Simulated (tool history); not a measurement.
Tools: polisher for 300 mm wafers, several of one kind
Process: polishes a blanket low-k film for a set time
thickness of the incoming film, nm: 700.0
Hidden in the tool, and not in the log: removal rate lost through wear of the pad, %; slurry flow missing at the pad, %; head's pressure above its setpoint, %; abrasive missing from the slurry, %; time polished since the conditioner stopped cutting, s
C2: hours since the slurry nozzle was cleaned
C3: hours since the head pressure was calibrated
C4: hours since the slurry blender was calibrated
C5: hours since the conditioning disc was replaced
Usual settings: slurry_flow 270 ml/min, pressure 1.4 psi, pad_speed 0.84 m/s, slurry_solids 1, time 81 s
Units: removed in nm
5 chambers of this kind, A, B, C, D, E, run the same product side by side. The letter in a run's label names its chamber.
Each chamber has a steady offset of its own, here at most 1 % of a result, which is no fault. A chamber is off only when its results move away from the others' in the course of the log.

-- day=0.212 chamber A: slurry blender recalibrated
-- day=0.275 chamber D: slurry nozzle cleaned
run 1A day=0.317 | slurry_flow=270 pressure=1.4 pad_speed=0.84 slurry_solids=1 time=81 | wafers_polished_on_this_pad=173 C2=299.8 C3=100 C4=2.6 C5=128.5 | removed=20.622
-- day=0.342 chamber B: conditioning disc replaced and pad reconditioned
run 2D day=0.921 | slurry_flow=270 pressure=1.4 pad_speed=0.84 slurry_solids=1 time=81 | wafers_polished_on_this_pad=359 C2=15.5 C3=870.5 C4=116.5 C5=40.3 | removed=20.603
-- day=1.279 chamber E: worn pad replaced by a new one
run 3C day=1.512 | slurry_flow=270 pressure=1.4 pad_speed=0.84 slurry_solids=1 time=81 | wafers_polished_on_this_pad=821 C2=319.2 C3=666.5 C4=311.6 C5=380.5 | removed=21.057
-- day=1.771 chamber B: worn pad replaced by a new one
-- day=1.983 chamber A: conditioning disc replaced and pad reconditioned
-- day=2.054 chamber B: slurry blender recalibrated
run 4B day=2.142 | slurry_flow=270 pressure=1.4 pad_speed=0.84 slurry_solids=1 time=81 | wafers_polished_on_this_pad=120 C2=166.6 C3=1156.9 C4=2.2 C5=43.2 | removed=20.841
-- day=2.375 chamber C: worn pad replaced by a new one
run 5E day=2.462 | slurry_flow=270 pressure=1.4 pad_speed=0.84 slurry_solids=1 time=81 | wafers_polished_on_this_pad=385 C2=245.4 C3=594.7 C4=360.1 C5=327 | removed=20.644
-- day=2.938 chamber A: worn pad replaced by a new one
run 6E day=3 | slurry_flow=270 pressure=1.4 pad_speed=0.84 slurry_solids=1 time=81 | wafers_polished_on_this_pad=560 C2=258.3 C3=607.6 C4=373 C5=339.9 | removed=20.407
run 7D day=3.379 | slurry_flow=270 pressure=1.4 pad_speed=0.84 slurry_solids=1 time=99 | wafers_polished_on_this_pad=1160 C2=74.5 C3=929.5 C4=175.5 C5=99.3 | removed=25.469
-- day=3.625 chamber C: slurry blender recalibrated
run 8C day=3.888 | slurry_flow=270 pressure=1.4 pad_speed=0.84 slurry_solids=1 time=99 | wafers_polished_on_this_pad=493 C2=376.2 C3=723.5 C4=6.4 C5=437.5 | removed=25.884
-- day=3.958 chamber D: worn pad replaced by a new one
run 9A day=4.325 | slurry_flow=270 pressure=1.4 pad_speed=0.84 slurry_solids=1 time=99 | wafers_polished_on_this_pad=453 C2=396 C3=196.2 C4=98.8 C5=56.2 | removed=25.192
-- day=4.512 chamber A: slurry blender recalibrated
-- day=4.708 chamber E: worn pad replaced by a new one
-- day=4.833 chamber D: head pressure recalibrated
run 10B day=4.858 | slurry_flow=270 pressure=1.4 pad_speed=0.84 slurry_solids=1 time=99 | wafers_polished_on_this_pad=1005 C2=231.8 C3=1222.1 C4=67.4 C5=108.4 | removed=24.937
-- day=5.033 chamber A: slurry nozzle cleaned
-- day=5.133 chamber B: head pressure recalibrated
run 11D day=5.508 | slurry_flow=270 pressure=1.4 pad_speed=0.84 slurry_solids=1 time=99 | wafers_polished_on_this_pad=504 C2=125.6 C3=16.3 C4=226.6 C5=150.4 | removed=24.926
-- day=5.629 chamber B: worn pad replaced by a new one
-- day=5.908 chamber C: worn pad replaced by a new one
run 12E day=6.171 | slurry_flow=270 pressure=1.4 pad_speed=0.84 slurry_solids=1 time=81 | wafers_polished_on_this_pad=477 C2=334.4 C3=683.7 C4=449.1 C5=416 | removed=20.504
-- day=6.275 chamber E: slurry nozzle cleaned
-- day=6.55 chamber A: worn pad replaced by a new one
run 13A day=6.683 | slurry_flow=270 pressure=1.4 pad_speed=0.84 slurry_solids=1 time=81 | wafers_polished_on_this_pad=44 C2=39.7 C3=252.8 C4=52.1 C5=112.8 | removed=20.578
-- day=6.788 chamber C: conditioning disc replaced and pad reconditioned
-- day=6.862 chamber E: slurry blender recalibrated
run 14C day=7.271 | slurry_flow=270 pressure=1.4 pad_speed=0.84 slurry_solids=1 time=81 | wafers_polished_on_this_pad=443 C2=457.4 C3=804.7 C4=87.6 C5=11.7 | removed=20.573
-- day=7.612 chamber A: conditioning disc replaced and pad reconditioned
-- day=7.675 chamber E: conditioning disc replaced and pad reconditioned
run 15B day=7.771 | slurry_flow=240 pressure=1.4 pad_speed=0.94 slurry_solids=1 time=81 | wafers_polished_on_this_pad=698 C2=301.7 C3=63.3 C4=137.3 C5=178.3 | removed=22.179
-- day=8.092 chamber D: worn pad replaced by a new one
run 16E day=8.242 | slurry_flow=240 pressure=1.4 pad_speed=0.94 slurry_solids=1 time=81 | wafers_polished_on_this_pad=1151 C2=47.2 C3=733.4 C4=33.2 C5=13.7 | removed=22.333
-- day=8.579 chamber E: worn pad replaced by a new one
run 17B day=8.617 | slurry_flow=240 pressure=1.4 pad_speed=0.94 slurry_solids=1 time=81 | wafers_polished_on_this_pad=973 C2=322 C3=83.6 C4=157.6 C5=198.6 | removed=21.834
-- day=9.042 chamber B: worn pad replaced by a new one
run 18C day=9.062 | slurry_flow=240 pressure=1.4 pad_speed=0.94 slurry_solids=1 time=81 | wafers_polished_on_this_pad=1027 C2=500.4 C3=847.7 C4=130.6 C5=54.7 | removed=22.256
-- day=9.104 chamber A: slurry blender recalibrated
-- day=9.217 chamber B: conditioning disc replaced and pad reconditioned
-- day=9.383 chamber C: worn pad replaced by a new one
run 19A day=9.479 | slurry_flow=240 pressure=1.4 pad_speed=0.94 slurry_solids=1 time=81 | wafers_polished_on_this_pad=954 C2=106.8 C3=319.9 C4=9.1 C5=44.9 | removed=22.23
-- day=9.808 chamber A: worn pad replaced by a new one
run 20D day=9.896 | slurry_flow=270 pressure=1.4 pad_speed=0.84 slurry_solids=1 time=81 | wafers_polished_on_this_pad=587 C2=230.9 C3=121.6 C4=331.9 C5=255.7 | removed=20.417
-- day=9.925 chamber D: conditioning disc replaced and pad reconditioned
run 21D day=10.196 | slurry_flow=270 pressure=1.4 pad_speed=0.84 slurry_solids=1 time=81 | wafers_polished_on_this_pad=685 C2=238.1 C3=128.8 C4=339.1 C5=6.5 | removed=20.079
run 22E day=10.579 | slurry_flow=270 pressure=1.4 pad_speed=0.84 slurry_solids=1 time=81 | wafers_polished_on_this_pad=652 C2=103.3 C3=789.5 C4=89.3 C5=69.8 | removed=21.218
run 23C day=10.912 | slurry_flow=270 pressure=1.4 pad_speed=0.84 slurry_solids=1 time=81 | wafers_polished_on_this_pad=499 C2=544.8 C3=892.1 C4=175 C5=99.1 | removed=20.559
run 24A day=11.358 | slurry_flow=270 pressure=1.4 pad_speed=0.84 slurry_solids=1 time=81 | wafers_polished_on_this_pad=505 C2=151.9 C3=365 C4=54.2 C5=90 | removed=20.027
-- day=11.488 chamber C: head pressure recalibrated
run 25B day=11.667 | slurry_flow=270 pressure=1.4 pad_speed=0.84 slurry_solids=1 time=81 | wafers_polished_on_this_pad=855 C2=395.2 C3=156.8 C4=230.8 C5=58.9 | removed=20.277
-- day=11.771 chamber D: slurry blender recalibrated
-- day=12.029 chamber D: worn pad replaced by a new one
-- day=12.212 chamber B: worn pad replaced by a new one
run 26E day=12.212 | slurry_flow=270 pressure=1.4 pad_speed=0.84 slurry_solids=1 time=81 | wafers_polished_on_this_pad=1184 C2=142.5 C3=828.7 C4=128.5 C5=109 | removed=21.705
-- day=12.483 chamber E: worn pad replaced by a new one
run 27C day=12.554 | slurry_flow=270 pressure=1.4 pad_speed=0.84 slurry_solids=1 time=81 | wafers_polished_on_this_pad=1033 C2=584.2 C3=25.7 C4=214.4 C5=138.5 | removed=20.642
-- day=13.096 chamber C: slurry nozzle cleaned
-- day=13.142 chamber C: worn pad replaced by a new one
run 28A day=13.146 | slurry_flow=270 pressure=1.4 pad_speed=0.84 slurry_solids=1 time=81 | wafers_polished_on_this_pad=1086 C2=194.8 C3=407.9 C4=97.1 C5=132.9 | removed=20.412
-- day=13.196 chamber A: conditioning disc replaced and pad reconditioned
-- day=13.342 chamber A: worn pad replaced by a new one
-- day=13.496 chamber B: slurry nozzle cleaned
run 29D day=13.683 | slurry_flow=270 pressure=1.4 pad_speed=0.84 slurry_solids=1 time=81 | wafers_polished_on_this_pad=538 C2=321.8 C3=212.5 C4=46 C5=90.2 | removed=20.727
run 30B day=14.146 | slurry_flow=270 pressure=1.4 pad_speed=0.84 slurry_solids=1 time=81 | wafers_polished_on_this_pad=629 C2=15.6 C3=216.3 C4=290.3 C5=118.4 | removed=20.632
-- day=14.158 chamber A: slurry blender recalibrated
run 31D day=14.471 | slurry_flow=270 pressure=1.4 pad_speed=0.84 slurry_solids=1 time=81 | wafers_polished_on_this_pad=795 C2=340.7 C3=231.4 C4=64.9 C5=109.1 | removed=20.73
run 32A day=14.908 | slurry_flow=270 pressure=1.4 pad_speed=0.84 slurry_solids=1 time=81 | wafers_polished_on_this_pad=511 C2=237.1 C3=450.2 C4=18 C5=41.1 | removed=20.176
-- day=15.212 chamber B: slurry blender recalibrated
run 33E day=15.379 | slurry_flow=270 pressure=1.4 pad_speed=0.84 slurry_solids=1 time=81 | wafers_polished_on_this_pad=942 C2=218.5 C3=904.7 C4=204.5 C5=185 | removed=22.07
run 34B day=15.667 | slurry_flow=270 pressure=1.4 pad_speed=0.84 slurry_solids=1 time=81 | wafers_polished_on_this_pad=1124 C2=52.1 C3=252.8 C4=10.9 C5=154.9 | removed=20.328
-- day=15.775 chamber B: worn pad replaced by a new one
run 35C day=16.283 | slurry_flow=270 pressure=1.4 pad_speed=0.84 slurry_solids=1 time=81 | wafers_polished_on_this_pad=1023 C2=76.5 C3=115.2 C4=303.9 C5=228 | removed=20.843
-- day=16.442 chamber E: worn pad replaced by a new one
-- day=16.558 chamber A: worn pad replaced by a new one
run 36A day=16.754 | slurry_flow=270 pressure=1.4 pad_speed=0.84 slurry_solids=1 time=81 | wafers_polished_on_this_pad=64 C2=281.4 C3=494.5 C4=62.3 C5=85.4 | removed=20.162
-- day=16.967 chamber C: worn pad replaced by a new one
run 37E day=17.179 | slurry_flow=270 pressure=1.4 pad_speed=0.84 slurry_solids=1 time=81 | wafers_polished_on_this_pad=241 C2=261.7 C3=947.9 C4=247.7 C5=228.2 | removed=22.357
run 38B day=17.696 | slurry_flow=270 pressure=1.4 pad_speed=0.84 slurry_solids=1 time=81 | wafers_polished_on_this_pad=626 C2=100.8 C3=301.5 C4=59.6 C5=203.6 | removed=21.138
run 39C day=18.15 | slurry_flow=270 pressure=1.4 pad_speed=0.84 slurry_solids=1 time=81 | wafers_polished_on_this_pad=385 C2=121.3 C3=160 C4=348.7 C5=272.8 | removed=20.864

What goes on in this fleet: one chamber off, a drifting gauge, or nothing beyond the chambers' own small offsets? Name the chamber and the cause, if any.

Chamber E drifts away from the others.
Cause: head's pressure above its setpoint, % = 11.3.

Here are 4 candidates for chamber E's next run, each the usual settings with a change, their results left as question marks. Which one brings its results back in line with what the others give on the usual settings?
In line means no further than this from the other chambers' mean on the usual settings: removed 0.87 nm
run 40E-1 day=18.625 | slurry_flow=270 pressure=1.4 pad_speed=0.84 slurry_solids=1 time=83 | removed=?
run 40E-2 day=18.625 | slurry_flow=270 pressure=1.3 pad_speed=0.8 slurry_solids=1 time=81 | removed=?
run 40E-3 day=18.625 | slurry_flow=270 pressure=1.5 pad_speed=0.86 slurry_solids=1 time=84 | removed=?
run 40E-4 day=18.625 | slurry_flow=270 pressure=1.4 pad_speed=0.84 slurry_solids=1 time=79 | removed=?

The other chambers' mean on the usual settings: removed 20.436 nm
run=40E-1 removed=23.048
run=40E-2 removed=20.114
run=40E-3 removed=25.443
run=40E-4 removed=21.938
40E-2 brings the chamber back in line.
